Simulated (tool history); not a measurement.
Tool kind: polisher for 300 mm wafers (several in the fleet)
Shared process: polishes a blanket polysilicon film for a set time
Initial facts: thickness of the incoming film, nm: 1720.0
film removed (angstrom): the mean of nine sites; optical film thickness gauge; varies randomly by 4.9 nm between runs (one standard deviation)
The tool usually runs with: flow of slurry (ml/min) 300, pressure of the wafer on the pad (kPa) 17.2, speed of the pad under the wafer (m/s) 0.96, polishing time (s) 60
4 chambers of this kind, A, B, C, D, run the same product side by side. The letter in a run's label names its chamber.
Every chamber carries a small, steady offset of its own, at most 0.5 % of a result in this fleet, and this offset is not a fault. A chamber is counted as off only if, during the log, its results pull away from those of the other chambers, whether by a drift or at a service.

run,hour,flow of slurry (ml/min),pressure of the wafer on the pad (kPa),speed of the pad under the wafer (m/s),polishing time (s),film removed (angstrom)
1D,10.2,300,17.2,0.96,60,4072.5
# hour 12.2: chamber C: worn pad replaced by a new one
# hour 16.0: chamber C: slurry nozzle cleaned
2B,19.7,300,17.2,0.96,60,4106.4
3A,28.8,300,17.2,0.96,60,4082.1
# hour 29.5: chamber A: worn pad replaced by a new one
# hour 33.4: chamber B: worn pad replaced by a new one
4C,38.5,300,17.2,0.96,60,4195.5
5A,48.1,300,17.2,0.96,60,4115.8
6B,56.4,300,17.2,0.96,60,4058.7
# hour 58.4: chamber D: worn pad replaced by a new one
7D,61.7,300,17.2,0.96,60,4140.2
8C,70.8,300,17.2,0.96,60,4194.7
9A,77.8,300,17.2,0.96,60,4126.0
10C,87.7,300,17.2,0.96,60,4189.8
# hour 93.8: chamber B: worn pad replaced by a new one
11B,97.5,300,17.2,0.96,60,4037.7
12D,103.8,300,17.2,0.96,60,4040.5
# hour 109.7: chamber D: head pressure recalibrated
# hour 112.1: chamber A: worn pad replaced by a new one
13D,113.3,300,20.7,0.70,60,3259.0
# hour 117.1: chamber D: worn pad replaced by a new one
# hour 119.7: chamber C: worn pad replaced by a new one
14C,122.4,300,20.7,0.70,60,3577.9
15B,132.7,300,20.7,0.70,60,3603.0
16A,138.6,300,20.7,0.70,60,3516.8
17C,147.4,300,17.2,0.96,60,4015.6
# hour 150.3: chamber B: worn pad replaced by a new one
18A,153.7,300,17.2,0.96,60,4122.6
19B,160.8,300,17.2,0.96,60,4032.2
20D,169.8,300,17.2,0.96,60,3681.5
21B,176.4,300,17.2,0.96,60,4099.0
# hour 179.0: chamber D: worn pad replaced by a new one
22C,181.1,300,17.2,0.96,60,4132.7
23D,187.6,300,17.2,0.96,60,3756.0
24A,197.9,300,17.2,0.96,60,4071.9
# hour 199.4: chamber B: worn pad replaced by a new one
25A,206.5,300,17.2,0.96,60,4087.3
# hour 214.2: chamber A: worn pad replaced by a new one
26D,216.1,300,17.2,0.96,60,3749.8
27C,220.6,300,11.7,0.96,60,2813.6
# hour 226.4: chamber C: head pressure recalibrated
28B,226.7,300,11.7,0.96,60,2786.7
29C,234.9,300,11.7,0.96,60,2782.5
# hour 241.1: chamber C: worn pad replaced by a new one
30D,242.2,300,11.7,0.96,60,2484.3
# hour 245.6: chamber D: worn pad replaced by a new one
31B,250.3,300,17.2,0.96,60,4095.3
32A,255.1,300,17.2,0.96,60,4185.2
# hour 257.1: chamber B: worn pad replaced by a new one
33C,261.1,300,17.2,0.96,60,4094.8
34D,268.7,300,17.2,0.96,60,3703.1
35B,274.0,300,17.2,0.96,60,4071.8

For the next run the whole fleet of 4 chambers uses the same settings. Give each chamber's results:
36A,281.4,300,17.2,0.96,60,?
36B,281.4,300,17.2,0.96,60,?
36C,281.4,300,17.2,0.96,60,?
36D,281.4,300,17.2,0.96,60,?

run,film removed (angstrom)
36A,3995.9
36B,4058.1
36C,4180.7
36D,3700.0
